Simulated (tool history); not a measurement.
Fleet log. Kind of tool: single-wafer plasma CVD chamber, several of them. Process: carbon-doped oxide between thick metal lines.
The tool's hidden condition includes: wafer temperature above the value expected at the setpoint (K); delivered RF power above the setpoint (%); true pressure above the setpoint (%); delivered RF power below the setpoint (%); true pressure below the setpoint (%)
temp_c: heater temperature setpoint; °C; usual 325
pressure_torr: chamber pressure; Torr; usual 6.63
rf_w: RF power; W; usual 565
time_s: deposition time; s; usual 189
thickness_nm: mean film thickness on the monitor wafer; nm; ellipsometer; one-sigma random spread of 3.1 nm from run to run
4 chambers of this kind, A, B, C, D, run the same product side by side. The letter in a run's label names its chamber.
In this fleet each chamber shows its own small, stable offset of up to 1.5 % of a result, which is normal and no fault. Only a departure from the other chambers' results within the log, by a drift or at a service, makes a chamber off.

run,hour,temp_c,pressure_torr,rf_w,time_s,hours since the last thermocouple change,hours since the last RF generator calibration,hours since the last manometer calibration,"read-back reference wafer on the same gauge, thickness_nm",thickness_nm
1A,5.6,325,6.63,565,189,2362.3,556.1,160.9,1329.8,1135.6
2B,12.1,325,6.63,565,189,1324.5,542.2,1857.9,1330,1126.1
3C,15.2,325,6.63,565,189,454.2,1159.9,666.9,1329.8,1142.1
4D,21.7,325,6.63,565,189,1033.2,1315.4,2160.6,1329.9,1150.4
5A,26.4,325,6.63,565,189,2383.1,576.9,181.7,1330.2,1140.2
6B,29.5,325,6.63,565,189,1341.9,559.6,1875.3,1330.9,1135.2
7C,36,325,6.63,565,189,475,1180.7,687.7,1329.2,1134.8
8D,40.9,325,6.63,565,189,1052.4,1334.6,2179.8,1329.1,1151.5
9C,44.4,325,6.63,565,189,483.4,1189.1,696.1,1330.2,1139.4
10D,50.2,325,6.63,565,189,1061.7,1343.9,2189.1,1328.8,1153.4
11A,56.3,325,6.63,565,189,2413,606.8,211.6,1330.6,1144
12B,61.7,325,6.63,565,189,1374.1,591.8,1907.5,1331.4,1135.4
13B,67.2,325,6.63,565,189,1379.6,597.3,1913,1329.9,1126.7
14C,74,325,6.63,565,189,513,1218.7,725.7,1330.5,1128.4
15A,78.7,330,6.63,565,189,2435.4,629.2,234,1329.8,1124.3
16D,82,330,6.63,565,189,1093.5,1375.7,2220.9,1330.8,1136.7
17D,89.1,330,6.63,565,189,1100.6,1382.8,2228,1329.8,1136.9
18B,93.3,330,6.63,565,189,1405.7,623.4,1939.1,1329,1118.2
19A,98.2,325,6.63,565,189,2454.9,648.7,253.5,1330.5,1141.7
20C,103.6,325,6.63,565,189,542.6,1248.3,755.3,1329.9,1125.4
21D,110.3,325,6.63,565,189,1121.8,1404,2249.2,1329.7,1153
22C,116.5,325,6.63,500,202,555.5,1261.2,768.2,1330.5,1107.1
23B,122.4,325,6.63,500,202,1434.8,652.5,1968.2,1330.8,1121.7
24A,127.4,325,6.63,500,202,2484.1,677.9,282.7,1329.8,1134.9

Read the log: is a single chamber off, either drifting away or since a service, is the gauge that measures every chamber drifting, or is nothing wrong beyond small per-chamber offsets? Name any odd chamber and what most likely caused it.

It is chamber C that slowly wanders off from its peers.
What lies behind it: delivered RF power below the setpoint (%) = 3.74.
From this log alone, it may not be told apart from: wafer temperature above the value expected at the setpoint (K).

Here are 4 candidates for chamber C's next run, each the usual settings with a change, their results left as question marks. Which one brings its results back in line with what the others give on the usual settings?
In-line tolerance around the mean of the other chambers on the usual settings: thickness_nm 11 nm
25C-1,132.5,325,6.63,565,188,,,,,?
25C-2,132.5,325,6.63,565,190,,,,,?
25C-3,132.5,319,6.91,565,189,,,,,?
25C-4,132.5,325,6.62,560,186,,,,,?

On the usual settings, the other chambers give on average: thickness_nm 1141.8 nm
run,thickness_nm
25C-1,1108.8
25C-2,1120.6
25C-3,1141.3
25C-4,1090.8
25C-3 puts the chamber back in line with the other chambers.

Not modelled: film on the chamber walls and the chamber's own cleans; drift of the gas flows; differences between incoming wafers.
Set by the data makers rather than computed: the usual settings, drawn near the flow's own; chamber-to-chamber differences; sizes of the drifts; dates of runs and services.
